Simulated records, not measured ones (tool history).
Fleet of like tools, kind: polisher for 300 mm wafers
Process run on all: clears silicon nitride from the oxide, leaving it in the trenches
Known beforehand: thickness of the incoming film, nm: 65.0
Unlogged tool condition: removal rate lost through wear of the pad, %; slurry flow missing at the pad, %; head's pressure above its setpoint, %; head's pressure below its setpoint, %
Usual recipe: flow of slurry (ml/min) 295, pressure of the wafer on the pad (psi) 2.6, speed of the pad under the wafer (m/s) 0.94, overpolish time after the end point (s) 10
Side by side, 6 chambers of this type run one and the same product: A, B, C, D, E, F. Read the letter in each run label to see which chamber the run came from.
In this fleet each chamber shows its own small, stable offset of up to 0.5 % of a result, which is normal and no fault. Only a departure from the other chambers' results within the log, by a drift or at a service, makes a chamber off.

run     day  flow of slurry (ml/min)  pressure of the wafer on the pad (psi)  speed of the pad under the wafer (m/s)  overpolish time after the end point (s)  wafers polished on this pad  hours since the slurry nozzle was cleaned  hours since the head pressure was calibrated  time until the end point was called (s)
      0.188  -- chamber D: worn pad replaced by a new one
      0.225  -- chamber B: worn pad replaced by a new one
 1C   0.392                      295                                     2.6                                    0.94                                       10                         1064                                      131.1                                        1215.7                                   85.880
      0.488  -- chamber C: head pressure recalibrated
 2B   0.804                      295                                     2.6                                    0.94                                       10                           94                                      461.7                                         707.9                                   85.528
 3A   1.062                      295                                     2.6                                    0.94                                       10                          755                                      393.5                                        1238.0                                   86.159
 4F   1.471                      295                                     2.6                                    0.94                                       10                          418                                      377.9                                         897.9                                   86.084
      1.850  -- chamber C: worn pad replaced by a new one
 5E   1.896                      295                                     2.6                                    0.94                                       10                          486                                      538.6                                         334.7                                   87.099
 6D   2.217                      295                                     2.6                                    0.94                                       10                          328                                      152.9                                         593.7                                   87.988
 7C   2.408                      295                                     2.6                                    0.94                                       10                           90                                      179.5                                          46.2                                   89.173
      2.471  -- chamber B: slurry nozzle cleaned
      2.742  -- chamber A: head pressure recalibrated
 8E   2.842                      295                                     2.6                                    0.94                                       10                          639                                      561.3                                         357.4                                   86.646
      3.100  -- chamber A: worn pad replaced by a new one
 9D   3.258                      260                                     2.6                                    0.94                                       15                          497                                      177.9                                         618.7                                   87.245
10A   3.508                      260                                     2.6                                    0.94                                       15                           66                                      452.2                                          18.5                                   88.252
11F   3.762                      260                                     2.6                                    0.94                                       15                          789                                      432.9                                         952.9                                   88.359
12B   4.188                      260                                     2.6                                    0.94                                       15                          641                                       41.3                                         789.1                                   89.064
13F   4.379                      260                                     2.6                                    0.94                                       15                          889                                      447.7                                         967.7                                   90.460
      4.438  -- chamber D: worn pad replaced by a new one
14A   4.717                      260                                     2.6                                    0.94                                       15                          261                                      481.2                                          47.5                                   87.213
      5.050  -- chamber E: slurry nozzle cleaned
      5.062  -- chamber E: worn pad replaced by a new one
15B   5.067                      295                                     2.6                                    0.94                                       10                          783                                       62.4                                         810.2                                   86.952
16C   5.350                      295                                     2.6                                    0.94                                       10                          566                                      250.1                                         116.8                                   86.581
17D   5.575                      295                                     2.6                                    0.94                                       10                          184                                      233.5                                         674.3                                   87.136
18E   5.771                      295                                     2.6                                    0.94                                       10                          114                                       17.4                                         427.7                                   85.856
19D   6.058                      295                                     2.6                                    0.94                                       10                          262                                      245.1                                         685.9                                   86.110
      6.346  -- chamber B: worn pad replaced by a new one
20C   6.388                      295                                     2.6                                    0.94                                       10                          734                                      275.0                                         141.7                                   87.053
21E   6.667                      295                                     2.6                                    0.94                                       10                          259                                       38.9                                         449.2                                   86.158
22B   6.879                      295                                     2.6                                    0.94                                       10                           86                                      105.9                                         853.7                                   86.740
23F   7.154                      295                                     2.6                                    0.94                                       10                         1337                                      514.3                                        1034.3                                   90.513
      7.300  -- chamber D: head pressure recalibrated
24A   7.492                      295                                     2.6                                    0.94                                       10                          710                                      547.8                                         114.1                                   87.101
25D   7.708                      295                                     2.6                                    0.94                                       10                          529                                      284.7                                           9.9                                   86.853
26A   7.917                      295                                     2.6                                    0.94                                       10                          779                                      558.0                                         124.3                                   87.896
27E   8.338                      230                                     2.6                                    1.06                                       10                          529                                       79.0                                         489.3                                   79.401
28C   8.771                      230                                     2.6                                    1.06                                       10                         1119                                      332.2                                         198.9                                   79.802
29B   9.054                      230                                     2.6                                    1.06                                       10                          438                                      158.1                                         905.9                                   78.251
      9.079  -- chamber D: worn pad replaced by a new one
      9.254  -- chamber F: slurry nozzle cleaned
30F   9.446                      230                                     2.6                                    1.06                                       10                         1708                                        4.6                                        1089.3                                   85.778
31A   9.800                      230                                     2.6                                    1.06                                       10                         1083                                      603.2                                         169.5                                   78.589
      9.862  -- chamber A: worn pad replaced by a new one
32C  10.050                      230                                     2.6                                    1.06                                       10                         1326                                      362.9                                         229.6                                   78.780
33F  10.250                      295                                     2.6                                    0.94                                       10                         1838                                       23.9                                        1108.6                                   96.332
34D  10.504                      295                                     2.6                                    0.94                                       10                          230                                      351.8                                          77.0                                   88.638
35B  10.850                      370                                     2.6                                    0.74                                       10                          728                                      201.2                                         949.0                                  108.150
     11.038  -- chamber C: worn pad replaced by a new one
36E  11.258                      370                                     2.6                                    0.74                                       10                         1002                                      149.1                                         559.4                                  107.290
37C  11.583                      370                                     2.6                                    0.74                                       10                           88                                      399.7                                         266.4                                  107.770
38A  11.808                      370                                     2.6                                    0.74                                       10                          315                                      651.4                                         217.7                                  109.400

Each of the 6 chambers runs these same settings next. Fill in every chamber's results:
39A  12.125                      295                                     2.6                                    0.94                                       12                                                                                                                                                              ?
39B  12.125                      295                                     2.6                                    0.94                                       12                                                                                                                                                              ?
39C  12.125                      295                                     2.6                                    0.94                                       12                                                                                                                                                              ?
39D  12.125                      295                                     2.6                                    0.94                                       12                                                                                                                                                              ?
39E  12.125                      295                                     2.6                                    0.94                                       12                                                                                                                                                              ?
39F  12.125                      295                                     2.6                                    0.94                                       12                                                                                                                                                              ?

run  time until the end point was called (s)
39A                                   87.995
39B                                   86.621
39C                                   89.081
39D                                   88.370
39E                                   86.469
39F                                   99.655
